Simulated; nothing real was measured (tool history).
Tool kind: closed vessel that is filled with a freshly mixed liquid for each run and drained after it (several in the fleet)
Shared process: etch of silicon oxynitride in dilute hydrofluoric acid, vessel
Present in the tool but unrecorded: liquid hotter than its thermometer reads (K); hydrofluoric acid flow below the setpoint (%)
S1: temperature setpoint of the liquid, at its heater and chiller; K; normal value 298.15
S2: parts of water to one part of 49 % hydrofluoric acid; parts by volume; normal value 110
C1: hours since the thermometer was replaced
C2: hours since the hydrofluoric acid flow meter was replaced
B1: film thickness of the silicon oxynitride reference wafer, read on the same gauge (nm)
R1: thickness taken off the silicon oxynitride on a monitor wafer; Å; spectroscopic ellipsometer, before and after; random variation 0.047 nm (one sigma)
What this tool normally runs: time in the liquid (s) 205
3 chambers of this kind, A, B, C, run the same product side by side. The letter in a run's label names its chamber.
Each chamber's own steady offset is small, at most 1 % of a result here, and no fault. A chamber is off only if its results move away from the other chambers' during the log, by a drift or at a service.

Run 1C, hour 7.9: usual settings; C1 713.7; C2 76.6; B1 90.024. Result: R1 57.262 Å.
Run 2B, hour 12.6: usual settings; C1 515.2; C2 942.9; B1 90. Result: R1 58.122 Å.
Run 3A, hour 18.2: usual settings; C1 935.8; C2 1439.5; B1 89.982. Result: R1 58.658 Å.
Run 4A, hour 23.3: usual settings; C1 940.9; C2 1444.6; B1 90.004. Result: R1 57.839 Å.
Run 5B, hour 30.7: usual settings; C1 533.3; C2 961; B1 90.012. Result: R1 57.093 Å.
Run 6C, hour 37.7: usual settings but S1 300.65 K, time in the liquid (s) 85; C1 743.5; C2 106.4; B1 89.965. Result: R1 27.289 Å.
Run 7A, hour 43.3: usual settings but S1 300.65 K, time in the liquid (s) 85; C1 960.9; C2 1464.6; B1 90.01. Result: R1 26.888 Å.
Run 8B, hour 49.1: usual settings but S1 300.65 K, time in the liquid (s) 85; C1 551.7; C2 979.4; B1 90.01. Result: R1 26.485 Å.
Run 9C, hour 55.6: usual settings; C1 761.4; C2 124.3; B1 90.022. Result: R1 57.444 Å.
Run 10A, hour 59.4: usual settings but S1 294.65 K, time in the liquid (s) 275; C1 977; C2 1480.7; B1 89.996. Result: R1 65.868 Å.
Run 11B, hour 65.5: usual settings but S1 294.65 K, time in the liquid (s) 275; C1 568.1; C2 995.8; B1 90.009. Result: R1 65.786 Å.
Run 12C, hour 69.8: usual settings but S1 294.65 K, time in the liquid (s) 275; C1 775.6; C2 138.5; B1 90.007. Result: R1 65.446 Å.
Run 13B, hour 76.2: usual settings but S1 295.15 K, time in the liquid (s) 165; C1 578.8; C2 1006.5; B1 89.989. Result: R1 40.436 Å.
Run 14A, hour 82.2: usual settings but S1 295.15 K, time in the liquid (s) 165; C1 999.8; C2 1503.5; B1 89.998. Result: R1 40.679 Å.
Run 15C, hour 86.2: usual settings but S1 295.15 K, time in the liquid (s) 165; C1 792; C2 154.9; B1 90.025. Result: R1 40.987 Å.
Run 16B, hour 91.4: usual settings; C1 594; C2 1021.7; B1 89.991. Result: R1 57.053 Å.
Run 17C, hour 95.9: usual settings but S2 65 parts by volume; C1 801.7; C2 164.6; B1 89.978. Result: R1 101.85 Å.
Run 18A, hour 101.9: usual settings but S2 65 parts by volume; C1 1019.5; C2 1523.2; B1 90.012. Result: R1 104.79 Å.
Run 19B, hour 109.1: usual settings but S2 65 parts by volume; C1 611.7; C2 1039.4; B1 90.044. Result: R1 96.554 Å.
At hour 110.1: chamber A: hydrofluoric acid flow meter replaced.
Run 20A, hour 116: usual settings; C1 1033.6; C2 5.9; B1 90.012. Result: R1 59.542 Å.
Run 21C, hour 120.5: usual settings; C1 826.3; C2 189.2; B1 89.993. Result: R1 57.766 Å.
Run 22A, hour 128.6: usual settings; C1 1046.2; C2 18.5; B1 89.981. Result: R1 57.979 Å.
Run 23B, hour 134.6: usual settings but S2 150 parts by volume; C1 637.2; C2 1064.9; B1 89.976. Result: R1 38.34 Å.
Run 24C, hour 142.4: usual settings but S2 150 parts by volume; C1 848.2; C2 211.1; B1 90.009. Result: R1 40.853 Å.
Run 25B, hour 148.6: usual settings but S2 150 parts by volume; C1 651.2; C2 1078.9; B1 90.022. Result: R1 37.596 Å.
Run 26C, hour 154: usual settings; C1 859.8; C2 222.7; B1 90.018. Result: R1 58.943 Å.
Run 27A, hour 162: usual settings; C1 1079.6; C2 51.9; B1 90.011. Result: R1 59.263 Å.
Run 28A, hour 166.2: usual settings; C1 1083.8; C2 56.1; B1 89.991. Result: R1 57.768 Å.
Run 29B, hour 171.7: usual settings; C1 674.3; C2 1102; B1 90.019. Result: R1 52.191 Å.

Next, all 3 chambers run the settings below, one line each with question marks for the results. What does each chamber give?
Run 30A, hour 177.5: usual settings but S2 145 parts by volume. Result: R1 ?.
Run 30B, hour 177.5: usual settings but S2 145 parts by volume. Result: R1 ?.
Run 30C, hour 177.5: usual settings but S2 145 parts by volume. Result: R1 ?.

run      R1
30A  43.587
30B  37.747
30C  42.954
